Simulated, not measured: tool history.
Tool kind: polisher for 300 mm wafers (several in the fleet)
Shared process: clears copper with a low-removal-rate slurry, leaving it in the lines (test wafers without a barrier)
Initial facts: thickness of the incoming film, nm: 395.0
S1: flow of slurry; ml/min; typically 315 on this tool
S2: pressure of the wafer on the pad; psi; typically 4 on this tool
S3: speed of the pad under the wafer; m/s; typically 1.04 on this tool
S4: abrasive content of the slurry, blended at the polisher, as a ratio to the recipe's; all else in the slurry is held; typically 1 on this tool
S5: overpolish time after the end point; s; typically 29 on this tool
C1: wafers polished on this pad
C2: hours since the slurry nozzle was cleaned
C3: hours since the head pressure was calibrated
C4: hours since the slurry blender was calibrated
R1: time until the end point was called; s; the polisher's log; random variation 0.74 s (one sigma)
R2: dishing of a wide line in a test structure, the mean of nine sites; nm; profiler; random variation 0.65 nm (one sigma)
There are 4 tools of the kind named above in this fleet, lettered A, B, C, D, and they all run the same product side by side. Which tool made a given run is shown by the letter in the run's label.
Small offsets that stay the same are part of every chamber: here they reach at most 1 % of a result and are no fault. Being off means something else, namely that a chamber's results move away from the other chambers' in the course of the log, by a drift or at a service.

{"day": 0.158, "done": "chamber C: worn pad replaced by a new one"}
{"run": "1A", "day": 0.504, "S1": 315, "S2": 4, "S3": 1.04, "S4": 1, "S5": 29, "C1": 629, "C2": 127.8, "C3": 995, "C4": 58.9, "R1": 81.242, "R2": 51.537}
{"run": "2B", "day": 0.846, "S1": 315, "S2": 4, "S3": 1.04, "S4": 1, "S5": 29, "C1": 466, "C2": 314.8, "C3": 989, "C4": 352, "R1": 80.972, "R2": 53.062}
{"run": "3D", "day": 1.158, "S1": 315, "S2": 4, "S3": 1.04, "S4": 1, "S5": 29, "C1": 1081, "C2": 564.7, "C3": 30.3, "C4": 71.6, "R1": 80.38, "R2": 52.261}
{"run": "4C", "day": 1.408, "S1": 315, "S2": 4, "S3": 1.04, "S4": 1, "S5": 29, "C1": 192, "C2": 207.2, "C3": 253.1, "C4": 37.9, "R1": 80.455, "R2": 51.373}
{"day": 1.871, "done": "chamber B: slurry blender recalibrated"}
{"run": "5C", "day": 1.9, "S1": 315, "S2": 4, "S3": 1.04, "S4": 1, "S5": 29, "C1": 268, "C2": 219, "C3": 264.9, "C4": 49.7, "R1": 81.302, "R2": 51.956}
{"run": "6D", "day": 2.371, "S1": 315, "S2": 4, "S3": 1.04, "S4": 1, "S5": 29, "C1": 1267, "C2": 593.8, "C3": 59.4, "C4": 100.7, "R1": 80.521, "R2": 52.116}
{"day": 2.525, "done": "chamber A: slurry blender recalibrated"}
{"run": "7B", "day": 2.617, "S1": 315, "S2": 4, "S3": 1.04, "S4": 1, "S5": 29, "C1": 738, "C2": 357.3, "C3": 1031.5, "C4": 18, "R1": 81.639, "R2": 51.483}
{"run": "8A", "day": 2.983, "S1": 315, "S2": 4, "S3": 1.04, "S4": 1, "S5": 29, "C1": 1011, "C2": 187.3, "C3": 1054.5, "C4": 11.1, "R1": 81.814, "R2": 53.049}
{"run": "9A", "day": 3.425, "S1": 420, "S2": 4, "S3": 1.04, "S4": 0.75, "S5": 29, "C1": 1079, "C2": 197.9, "C3": 1065.1, "C4": 21.7, "R1": 83.109, "R2": 51.533}
{"run": "10C", "day": 3.738, "S1": 420, "S2": 4, "S3": 1.04, "S4": 0.75, "S5": 29, "C1": 551, "C2": 263.1, "C3": 309, "C4": 93.8, "R1": 84.622, "R2": 50.77}
{"day": 3.796, "done": "chamber D: worn pad replaced by a new one"}
{"run": "11D", "day": 4.25, "S1": 420, "S2": 4, "S3": 1.04, "S4": 0.75, "S5": 29, "C1": 70, "C2": 638.9, "C3": 104.5, "C4": 145.8, "R1": 84.355, "R2": 50.752}
{"run": "12B", "day": 4.721, "S1": 420, "S2": 4, "S3": 1.04, "S4": 0.75, "S5": 29, "C1": 1062, "C2": 407.8, "C3": 1082, "C4": 68.5, "R1": 83.781, "R2": 51.582}
{"run": "13A", "day": 5.275, "S1": 315, "S2": 4, "S3": 1.04, "S4": 1, "S5": 29, "C1": 1363, "C2": 242.3, "C3": 1109.5, "C4": 66.1, "R1": 82.706, "R2": 52.068}
{"day": 5.638, "done": "chamber B: worn pad replaced by a new one"}
{"run": "14C", "day": 5.762, "S1": 315, "S2": 4, "S3": 1.04, "S4": 1, "S5": 29, "C1": 863, "C2": 311.7, "C3": 357.6, "C4": 142.4, "R1": 80.251, "R2": 52.387}
{"day": 6.067, "done": "chamber C: worn pad replaced by a new one"}
{"run": "15D", "day": 6.262, "S1": 315, "S2": 4.9, "S3": 1.04, "S4": 0.7, "S5": 29, "C1": 380, "C2": 687.2, "C3": 152.8, "C4": 194.1, "R1": 71.687, "R2": 55.379}
{"run": "16B", "day": 6.788, "S1": 315, "S2": 4.9, "S3": 1.04, "S4": 0.7, "S5": 29, "C1": 177, "C2": 457.4, "C3": 1131.6, "C4": 118.1, "R1": 70.27, "R2": 55.535}
{"day": 7.1, "done": "chamber A: head pressure recalibrated"}
{"day": 7.179, "done": "chamber A: slurry blender recalibrated"}
{"run": "17D", "day": 7.196, "S1": 315, "S2": 4.9, "S3": 1.04, "S4": 0.7, "S5": 29, "C1": 523, "C2": 709.6, "C3": 175.2, "C4": 216.5, "R1": 71.737, "R2": 54.508}
{"run": "18C", "day": 7.683, "S1": 315, "S2": 4.9, "S3": 1.04, "S4": 0.7, "S5": 29, "C1": 249, "C2": 357.8, "C3": 403.7, "C4": 188.5, "R1": 70.671, "R2": 53.978}
{"run": "19A", "day": 7.938, "S1": 315, "S2": 4, "S3": 1.04, "S4": 1, "S5": 29, "C1": 1773, "C2": 306.2, "C3": 20.2, "C4": 18.3, "R1": 83.629, "R2": 51.267}
{"run": "20B", "day": 8.196, "S1": 315, "S2": 4, "S3": 1.04, "S4": 1, "S5": 29, "C1": 393, "C2": 491.2, "C3": 1165.4, "C4": 151.9, "R1": 78.948, "R2": 51.519}
{"run": "21A", "day": 8.712, "S1": 315, "S2": 4, "S3": 1.04, "S4": 1, "S5": 29, "C1": 1892, "C2": 324.8, "C3": 38.8, "C4": 36.9, "R1": 83.977, "R2": 51.249}
{"day": 8.742, "done": "chamber B: slurry nozzle cleaned"}
{"run": "22B", "day": 9.104, "S1": 315, "S2": 4, "S3": 1.04, "S4": 1, "S5": 29, "C1": 533, "C2": 8.7, "C3": 1187.2, "C4": 173.7, "R1": 81.402, "R2": 51.981}
{"day": 9.408, "done": "chamber D: slurry blender recalibrated"}
{"run": "23C", "day": 9.538, "S1": 315, "S2": 4, "S3": 1.04, "S4": 1, "S5": 29, "C1": 534, "C2": 402.3, "C3": 448.2, "C4": 233, "R1": 79.768, "R2": 51.566}
{"run": "24D", "day": 9.796, "S1": 315, "S2": 4, "S3": 1.04, "S4": 1, "S5": 29, "C1": 923, "C2": 772, "C3": 237.6, "C4": 9.3, "R1": 82.69, "R2": 52.207}
{"run": "25A", "day": 10.108, "S1": 315, "S2": 4, "S3": 1.04, "S4": 1, "S5": 29, "C1": 2107, "C2": 358.3, "C3": 72.3, "C4": 70.4, "R1": 85.367, "R2": 50.632}
{"run": "26B", "day": 10.604, "S1": 315, "S2": 4, "S3": 1.04, "S4": 1, "S5": 29, "C1": 764, "C2": 44.7, "C3": 1223.2, "C4": 209.7, "R1": 79.604, "R2": 51.801}
{"run": "27D", "day": 11.1, "S1": 315, "S2": 4, "S3": 1.04, "S4": 1, "S5": 29, "C1": 1124, "C2": 803.3, "C3": 268.9, "C4": 40.6, "R1": 80.895, "R2": 51.176}
{"run": "28C", "day": 11.396, "S1": 230, "S2": 4, "S3": 1.04, "S4": 1, "S5": 29, "C1": 820, "C2": 446.9, "C3": 492.8, "C4": 277.6, "R1": 82.974, "R2": 50.79}
{"run": "29A", "day": 11.692, "S1": 230, "S2": 4, "S3": 1.04, "S4": 1, "S5": 29, "C1": 2351, "C2": 396.3, "C3": 110.3, "C4": 108.4, "R1": 87.518, "R2": 49.917}
{"day": 11.992, "done": "chamber C: worn pad replaced by a new one"}
{"day": 12.062, "done": "chamber A: slurry blender recalibrated"}
{"run": "30C", "day": 12.15, "S1": 230, "S2": 4, "S3": 1.04, "S4": 1, "S5": 29, "C1": 24, "C2": 465, "C3": 510.9, "C4": 295.7, "R1": 83.656, "R2": 50.442}
{"run": "31D", "day": 12.567, "S1": 230, "S2": 4, "S3": 1.04, "S4": 1, "S5": 29, "C1": 1350, "C2": 838.5, "C3": 304.1, "C4": 75.8, "R1": 83.991, "R2": 51.828}
{"run": "32B", "day": 12.992, "S1": 315, "S2": 4, "S3": 1.04, "S4": 1, "S5": 29, "C1": 1132, "C2": 102, "C3": 1280.5, "C4": 267, "R1": 81.547, "R2": 51.053}
{"run": "33C", "day": 13.308, "S1": 315, "S2": 4, "S3": 1.04, "S4": 1, "S5": 29, "C1": 202, "C2": 492.8, "C3": 538.7, "C4": 323.5, "R1": 80.339, "R2": 50.673}
{"day": 13.462, "done": "chamber C: slurry blender recalibrated"}
{"day": 13.604, "done": "chamber D: slurry nozzle cleaned"}
{"run": "34A", "day": 13.854, "S1": 315, "S2": 4, "S3": 1.3, "S4": 1, "S5": 22, "C1": 2684, "C2": 448.2, "C3": 162.2, "C4": 43, "R1": 69.476, "R2": 50.325}
{"day": 14.133, "done": "chamber D: worn pad replaced by a new one"}
{"run": "35D", "day": 14.367, "S1": 315, "S2": 4, "S3": 1.3, "S4": 1, "S5": 22, "C1": 36, "C2": 18.4, "C3": 347.3, "C4": 119, "R1": 64.308, "R2": 51.677}
{"day": 14.458, "done": "chamber B: worn pad replaced by a new one"}
{"run": "36B", "day": 14.825, "S1": 315, "S2": 4, "S3": 1.3, "S4": 1, "S5": 22, "C1": 56, "C2": 146, "C3": 1324.5, "C4": 311, "R1": 64.045, "R2": 51.083}
{"day": 14.85, "done": "chamber A: slurry nozzle cleaned"}
{"run": "37C", "day": 15.354, "S1": 315, "S2": 4, "S3": 1.3, "S4": 1, "S5": 22, "C1": 517, "C2": 541.9, "C3": 587.8, "C4": 45.5, "R1": 63.142, "R2": 50.886}
{"run": "38B", "day": 15.612, "S1": 315, "S2": 4, "S3": 1.04, "S4": 1, "S5": 16, "C1": 178, "C2": 164.9, "C3": 1343.4, "C4": 329.9, "R1": 79.689, "R2": 39.695}
{"run": "39A", "day": 15.921, "S1": 315, "S2": 4, "S3": 1.04, "S4": 1, "S5": 16, "C1": 3002, "C2": 25.8, "C3": 211.8, "C4": 92.6, "R1": 88.499, "R2": 37.699}
{"run": "40D", "day": 16.35, "S1": 315, "S2": 4, "S3": 1.04, "S4": 1, "S5": 16, "C1": 341, "C2": 66, "C3": 394.9, "C4": 166.6, "R1": 81.053, "R2": 39.371}
{"day": 16.642, "done": "chamber C: worn pad replaced by a new one"}
{"run": "41D", "day": 16.725, "S1": 315, "S2": 4, "S3": 1.04, "S4": 1, "S5": 16, "C1": 399, "C2": 75, "C3": 403.9, "C4": 175.6, "R1": 82.163, "R2": 39.072}
{"run": "42C", "day": 17.042, "S1": 315, "S2": 4, "S3": 1.04, "S4": 1, "S5": 29, "C1": 61, "C2": 582.4, "C3": 628.3, "C4": 86, "R1": 79.508, "R2": 51.239}

One chamber off, gauge drift, or nothing amiss beyond the chambers' own small offsets? If it is a chamber, which one, and what is the likeliest cause?

Little by little, chamber A moves away from the other chambers.
Likeliest cause: removal rate lost through wear of the pad, % = 8.78.

Which of the 4 candidates below, each the usual settings with something changed and its results left as question marks, puts chamber A back in line with what the other chambers give on the usual settings?
Allowed miss from the other chambers' usual-settings mean, per result, to count as in line: R1 2.6 s; R2 2.3 nm
{"run": "43A-1", "day": 17.438, "S1": 315, "S2": 4.2, "S3": 1.08, "S4": 1, "S5": 28, "R1": "?", "R2": "?"}
{"run": "43A-2", "day": 17.438, "S1": 315, "S2": 4.1, "S3": 1.06, "S4": 1, "S5": 29, "R1": "?", "R2": "?"}
{"run": "43A-3", "day": 17.438, "S1": 315, "S2": 3.8, "S3": 1, "S4": 1, "S5": 30, "R1": "?", "R2": "?"}
{"run": "43A-4", "day": 17.438, "S1": 315, "S2": 3.9, "S3": 1.02, "S4": 1, "S5": 29, "R1": "?", "R2": "?"}

Other chambers, usual settings, mean: R1 80.682 s; R2 51.777 nm
run=43A-1 R1=81.288 R2=51.421
run=43A-2 R1=84.856 R2=51.173
run=43A-3 R1=97.1 R2=48.913
run=43A-4 R1=92.737 R2=49.254
The answer is 43A-1, which returns the chamber to within the allowed miss of the others.

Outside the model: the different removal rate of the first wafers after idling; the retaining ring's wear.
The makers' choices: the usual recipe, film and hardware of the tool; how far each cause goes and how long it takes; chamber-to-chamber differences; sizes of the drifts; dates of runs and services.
